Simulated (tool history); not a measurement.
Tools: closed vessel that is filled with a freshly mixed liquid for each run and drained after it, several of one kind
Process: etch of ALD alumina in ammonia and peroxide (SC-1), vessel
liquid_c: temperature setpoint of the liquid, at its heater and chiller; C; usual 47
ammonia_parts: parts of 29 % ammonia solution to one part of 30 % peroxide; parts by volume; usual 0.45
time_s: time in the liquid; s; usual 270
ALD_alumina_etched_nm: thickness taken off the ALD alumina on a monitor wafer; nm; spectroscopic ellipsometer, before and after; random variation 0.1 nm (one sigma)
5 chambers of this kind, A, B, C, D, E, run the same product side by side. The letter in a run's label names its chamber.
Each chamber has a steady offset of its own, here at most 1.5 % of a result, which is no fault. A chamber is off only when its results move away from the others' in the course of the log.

run   hour  liquid_c  ammonia_parts  time_s  hours since the thermometer was replaced  hours since the ammonia flow meter was replaced  hours since the drum of ammonia solution was connected  read-back film thickness of the ALD alumina reference wafer, read on the same gauge (nm)  ALD_alumina_etched_nm
 1C    4.4        47           0.45     270                                    1283.5                                            341.1                                                   429.2                                                                                    99.991                 13.461
 2D    6.7        47           0.45     270                                     443.8                                            111.8                                                      32                                                                                    99.991                 13.467
 3A   10.1        47           0.45     270                                     838.9                                            350.4                                                   683.6                                                                                    100.01                 13.416
 4B     15        47           0.45     270                                    2346.6                                              216                                                   428.3                                                                                    100.01                 13.149
 5E   19.5        47           0.45     270                                    1264.3                                            443.5                                                  1147.7                                                                                       100                 13.402
 6A   23.7        47           0.45     270                                     852.5                                              364                                                   697.2                                                                                     99.97                 13.353
 7E   28.5        47           0.45     270                                    1273.3                                            452.5                                                  1156.7                                                                                       100                 13.702
      29.8  -- chamber E: new drum of ammonia solution connected
 8C   32.6        54           0.55     270                                    1311.7                                            369.3                                                   457.4                                                                                    100.01                 19.956
 9D   35.2        54           0.55     270                                     472.3                                            140.3                                                    60.5                                                                                    99.987                 19.893
      37.8  -- chamber A: new drum of ammonia solution connected
10B   39.8        54           0.55     270                                    2371.4                                            240.8                                                   453.1                                                                                    100.01                 19.797
11B     43        54           0.55     270                                    2374.6                                              244                                                   456.3                                                                                    100.02                  20.06
12A   46.4        54           0.55     270                                     875.2                                            386.7                                                     8.7                                                                                    100.02                  20.06
13C     50        47           0.45     270                                    1329.1                                            386.7                                                   474.8                                                                                    99.991                 13.562
14D     53        42           0.45     390                                     490.1                                            158.1                                                    78.3                                                                                    99.995                 14.555
15E   55.6        42           0.45     390                                    1300.4                                            479.6                                                    25.8                                                                                       100                  14.71
16A   60.2        42           0.45     390                                       889                                            400.5                                                    22.5                                                                                    100.02                 14.603
17E   63.1        42           0.45     390                                    1307.9                                            487.1                                                    33.3                                                                                    99.973                 14.866
18C   67.1        42           0.45     390                                    1346.2                                            403.8                                                   491.9                                                                                    100.03                 14.679
19B   69.7        47           0.45     270                                    2401.3                                            270.7                                                     483                                                                                    100.02                  13.28
20D     74        47           0.45     270                                     511.1                                            179.1                                                    99.3                                                                                    99.981                 13.523
21E   78.8        47           0.45     270                                    1323.6                                            502.8                                                      49                                                                                    100.01                 13.424
22D   81.4        47           0.45     270                                     518.5                                            186.5                                                   106.7                                                                                    100.04                 13.226
23C   85.1        47           0.45     270                                    1364.2                                            421.8                                                   509.9                                                                                    100.03                 13.297
24B   90.1        47           0.45     270                                    2421.7                                            291.1                                                   503.4                                                                                    99.999                 13.176
25A   94.7        47           0.45     270                                     923.5                                              435                                                      57                                                                                    100.01                 13.383
26A   99.8        47           0.45     270                                     928.6                                            440.1                                                    62.1                                                                                    100.03                 13.378
27E  103.2        47           0.45     270                                      1348                                            527.2                                                    73.4                                                                                    99.975                  13.31
28B    107        47           0.45     270                                    2438.6                                              308                                                   520.3                                                                                    99.964                 13.344
29C    111        47           0.45     160                                    1390.1                                            447.7                                                   535.8                                                                                    99.994                 7.8588
30D  115.4        47           0.45     160                                     552.5                                            220.5                                                   140.7                                                                                    99.995                 7.9197
31A  118.8        47           0.45     160                                     947.6                                            459.1                                                    81.1                                                                                    100.03                 7.8056
32B  123.3        47           0.45     160                                    2454.9                                            324.3                                                   536.6                                                                                    99.979                 7.7825
33C  125.7        47           0.45     160                                    1404.8                                            462.4                                                   550.5                                                                                    100.02                 7.9853
34D  128.6        56           0.45     270                                     565.7                                            233.7                                                   153.9                                                                                    100.01                 21.732

What goes on in this fleet: one chamber off, a drifting gauge, or nothing beyond the chambers' own small offsets? Name the chamber and the cause, if any.

No chamber stands off beyond its own small offset, and the gauge holds steady.
